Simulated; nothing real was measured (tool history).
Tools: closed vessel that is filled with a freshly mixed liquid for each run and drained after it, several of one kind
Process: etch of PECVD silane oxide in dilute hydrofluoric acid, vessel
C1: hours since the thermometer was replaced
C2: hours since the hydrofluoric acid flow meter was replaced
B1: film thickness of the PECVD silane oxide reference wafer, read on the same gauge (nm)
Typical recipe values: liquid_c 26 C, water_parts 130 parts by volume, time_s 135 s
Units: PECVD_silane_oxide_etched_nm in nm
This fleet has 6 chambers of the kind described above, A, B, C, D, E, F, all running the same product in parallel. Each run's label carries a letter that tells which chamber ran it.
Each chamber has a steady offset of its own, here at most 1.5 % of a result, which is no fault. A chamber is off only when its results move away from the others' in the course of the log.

Run 1F, hour 10.2: usual settings; C1 350.1; C2 245.8; B1 119.99. Result: PECVD_silane_oxide_etched_nm 25.825 nm.
Run 2E, hour 22.2: usual settings; C1 304.2; C2 408.3; B1 120.01. Result: PECVD_silane_oxide_etched_nm 25.711 nm.
Run 3D, hour 35.9: usual settings; C1 385.9; C2 62.5; B1 120.01. Result: PECVD_silane_oxide_etched_nm 26.065 nm.
Run 4B, hour 44.5: usual settings; C1 70.2; C2 775; B1 119.98. Result: PECVD_silane_oxide_etched_nm 25.784 nm.
Run 5C, hour 58.4: usual settings but liquid_c 29.5 C, time_s 65 s; C1 140.9; C2 1052.7; B1 119.98. Result: PECVD_silane_oxide_etched_nm 14.243 nm.
At hour 66.2: chamber A: thermometer replaced.
Run 6A, hour 69.5: usual settings but liquid_c 29.5 C, time_s 65 s; C1 3.3; C2 1628.8; B1 119.99. Result: PECVD_silane_oxide_etched_nm 14.339 nm.
Run 7E, hour 81.8: usual settings but liquid_c 29.5 C, time_s 65 s; C1 363.8; C2 467.9; B1 119.99. Result: PECVD_silane_oxide_etched_nm 14.163 nm.
Run 8C, hour 93.7: usual settings but liquid_c 29.5 C, time_s 65 s; C1 176.2; C2 1088; B1 119.99. Result: PECVD_silane_oxide_etched_nm 14.398 nm.
Run 9F, hour 105.7: usual settings but liquid_c 29.5 C, time_s 65 s; C1 445.6; C2 341.3; B1 120. Result: PECVD_silane_oxide_etched_nm 14.212 nm.
Run 10B, hour 119.6: usual settings but liquid_c 29.5 C, time_s 65 s; C1 145.3; C2 850.1; B1 119.99. Result: PECVD_silane_oxide_etched_nm 14.282 nm.
Run 11A, hour 128.5: usual settings but water_parts 75 parts by volume; C1 62.3; C2 1687.8; B1 119.98. Result: PECVD_silane_oxide_etched_nm 49.145 nm.
Run 12D, hour 134.8: usual settings but water_parts 75 parts by volume; C1 484.8; C2 161.4; B1 120.01. Result: PECVD_silane_oxide_etched_nm 48.107 nm.
Run 13F, hour 141.4: usual settings but water_parts 75 parts by volume; C1 481.3; C2 377; B1 120.01. Result: PECVD_silane_oxide_etched_nm 47.663 nm.
Run 14A, hour 154.1: usual settings but water_parts 75 parts by volume; C1 87.9; C2 1713.4; B1 119.99. Result: PECVD_silane_oxide_etched_nm 49.468 nm.
At hour 164.3: chamber A: hydrofluoric acid flow meter replaced.
Run 15C, hour 166.9: usual settings but water_parts 75 parts by volume; C1 249.4; C2 1161.2; B1 120. Result: PECVD_silane_oxide_etched_nm 49.22 nm.
Run 16B, hour 180.1: usual settings but water_parts 75 parts by volume; C1 205.8; C2 910.6; B1 119.99. Result: PECVD_silane_oxide_etched_nm 48.215 nm.
Run 17D, hour 188.6: usual settings; C1 538.6; C2 215.2; B1 120.01. Result: PECVD_silane_oxide_etched_nm 26.037 nm.
Run 18E, hour 194.9: usual settings; C1 476.9; C2 581; B1 119.99. Result: PECVD_silane_oxide_etched_nm 25.797 nm.
Run 19F, hour 207.3: usual settings; C1 547.2; C2 442.9; B1 119.99. Result: PECVD_silane_oxide_etched_nm 26.027 nm.
Run 20B, hour 214.7: usual settings; C1 240.4; C2 945.2; B1 119.99. Result: PECVD_silane_oxide_etched_nm 25.755 nm.
Run 21E, hour 223.6: usual settings but water_parts 100 parts by volume, time_s 100 s; C1 505.6; C2 609.7; B1 120. Result: PECVD_silane_oxide_etched_nm 25.983 nm.
Run 22D, hour 231.2: usual settings but water_parts 100 parts by volume, time_s 100 s; C1 581.2; C2 257.8; B1 120.01. Result: PECVD_silane_oxide_etched_nm 25.95 nm.
Run 23A, hour 245.1: usual settings but water_parts 100 parts by volume, time_s 100 s; C1 178.9; C2 80.9; B1 119.98. Result: PECVD_silane_oxide_etched_nm 26.304 nm.
Run 24C, hour 254: usual settings but water_parts 100 parts by volume, time_s 100 s; C1 336.5; C2 1248.3; B1 119.99. Result: PECVD_silane_oxide_etched_nm 26.441 nm.
Run 25F, hour 264.2: usual settings but water_parts 100 parts by volume, time_s 100 s; C1 604.1; C2 499.8; B1 120. Result: PECVD_silane_oxide_etched_nm 25.808 nm.
Run 26B, hour 271.4: usual settings but water_parts 100 parts by volume, time_s 100 s; C1 297.1; C2 1001.9; B1 119.99. Result: PECVD_silane_oxide_etched_nm 25.98 nm.
Run 27D, hour 280.5: usual settings; C1 630.5; C2 307.1; B1 119.99. Result: PECVD_silane_oxide_etched_nm 26.028 nm.
At hour 288.2: chamber E: thermometer replaced.
Run 28E, hour 290.9: usual settings but liquid_c 21.5 C, time_s 70 s; C1 2.8; C2 677; B1 119.97. Result: PECVD_silane_oxide_etched_nm 11.25 nm.
Run 29C, hour 297.2: usual settings but liquid_c 21.5 C, time_s 70 s; C1 379.7; C2 1291.5; B1 119.98. Result: PECVD_silane_oxide_etched_nm 11.357 nm.
Run 30A, hour 305.5: usual settings but liquid_c 21.5 C, time_s 70 s; C1 239.3; C2 141.3; B1 119.95. Result: PECVD_silane_oxide_etched_nm 11.532 nm.
Run 31E, hour 315: usual settings but liquid_c 21.5 C, time_s 70 s; C1 26.9; C2 701.1; B1 120.02. Result: PECVD_silane_oxide_etched_nm 11.096 nm.
Run 32F, hour 322.6: usual settings but liquid_c 21.5 C, time_s 70 s; C1 662.5; C2 558.2; B1 119.96. Result: PECVD_silane_oxide_etched_nm 11.267 nm.
Run 33C, hour 334.5: usual settings but liquid_c 21.5 C, time_s 70 s; C1 417; C2 1328.8; B1 120. Result: PECVD_silane_oxide_etched_nm 11.363 nm.
Run 34B, hour 342.1: usual settings; C1 367.8; C2 1072.6; B1 119.99. Result: PECVD_silane_oxide_etched_nm 25.925 nm.
Run 35A, hour 352.5: usual settings; C1 286.3; C2 188.3; B1 119.98. Result: PECVD_silane_oxide_etched_nm 26.31 nm.
Run 36D, hour 362.9: usual settings; C1 712.9; C2 389.5; B1 120. Result: PECVD_silane_oxide_etched_nm 26.012 nm.

For the next run the whole fleet of 6 chambers uses the same settings. Give each chamber's results:
Run 37A, hour 372.9: usual settings. Result: PECVD_silane_oxide_etched_nm ?.
Run 37B, hour 372.9: usual settings. Result: PECVD_silane_oxide_etched_nm ?.
Run 37C, hour 372.9: usual settings. Result: PECVD_silane_oxide_etched_nm ?.
Run 37D, hour 372.9: usual settings. Result: PECVD_silane_oxide_etched_nm ?.
Run 37E, hour 372.9: usual settings. Result: PECVD_silane_oxide_etched_nm ?.
Run 37F, hour 372.9: usual settings. Result: PECVD_silane_oxide_etched_nm ?.

run  PECVD_silane_oxide_etched_nm
37A                         26.09
37B                        25.789
37C                        26.255
37D                        25.722
37E                        25.662
37F                        25.889
